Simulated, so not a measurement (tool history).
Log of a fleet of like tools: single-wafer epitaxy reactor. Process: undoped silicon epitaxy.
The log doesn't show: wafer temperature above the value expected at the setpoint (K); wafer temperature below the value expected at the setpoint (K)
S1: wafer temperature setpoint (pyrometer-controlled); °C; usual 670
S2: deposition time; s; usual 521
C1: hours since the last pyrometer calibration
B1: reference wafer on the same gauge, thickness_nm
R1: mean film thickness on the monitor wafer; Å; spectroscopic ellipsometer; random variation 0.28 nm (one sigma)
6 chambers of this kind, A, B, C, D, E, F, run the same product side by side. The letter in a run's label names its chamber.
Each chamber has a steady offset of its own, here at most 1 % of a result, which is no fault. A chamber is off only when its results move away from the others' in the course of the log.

run	hour	S1	S2	C1	B1	R1
1D	10.7	670	521	774.7	147.00	1329.8
# hour 14.2: chamber A: pyrometer calibrated
2C	17.8	670	521	619.6	147.09	1332.9
3F	28.7	670	521	1799.2	147.10	1341.2
4A	39.8	670	521	25.6	146.93	1339.5
5B	50.1	670	521	1189.8	147.00	1339.2
6E	60.2	670	521	1705.1	147.02	1331.8
7A	66.7	670	521	52.5	147.02	1343.6
8C	73.1	670	521	674.9	147.00	1336.8
9D	79.5	670	521	843.5	147.12	1335.9
10B	89.6	670	521	1229.3	146.95	1336.6
11E	97.5	670	521	1742.4	146.99	1338.7
12F	103.1	670	521	1873.6	146.89	1345.3
13C	113.5	670	521	715.3	147.04	1334.1
14A	121.3	670	521	107.1	147.00	1336.4
15F	127.6	670	521	1898.1	146.99	1345.7
16D	135.0	670	521	899.0	146.97	1334.9
17B	145.3	670	521	1285.0	146.94	1334.9
18E	156.0	670	521	1800.9	146.93	1339.6
19F	165.1	670	599	1935.6	146.98	1548.4
20B	172.6	670	599	1312.3	146.94	1542.1
21D	179.9	670	599	943.9	146.91	1532.8
22A	187.5	670	599	173.3	146.96	1542.6
23C	197.1	670	599	798.9	147.01	1527.6
24E	208.8	670	599	1853.7	146.89	1526.6
# hour 211.2: chamber B: pyrometer calibrated
25D	217.1	670	521	981.1	146.98	1337.1
26C	224.3	670	521	826.1	146.97	1333.5
27E	233.8	670	521	1878.7	146.98	1331.6
# hour 238.0: chamber F: pyrometer calibrated
28A	244.9	670	521	230.7	147.03	1339.3
29B	256.1	670	521	45.0	146.94	1337.8
30F	262.3	679	609	24.4	147.01	1889.2
31F	268.6	679	609	30.7	146.91	1887.6
32D	277.4	679	609	1041.4	147.07	1866.8
33C	288.8	679	609	890.6	146.93	1892.1
34B	295.8	679	609	84.7	147.03	1885.0
35E	305.2	679	609	1950.1	147.07	1882.2
36A	316.7	670	521	302.5	147.05	1340.5
37A	327.9	670	521	313.7	147.04	1339.0

What goes on in this fleet: one chamber off, a drifting gauge, or nothing beyond the chambers' own small offsets? Name the chamber and the cause, if any.

No chamber stands off beyond its own small offset, and the gauge holds steady.
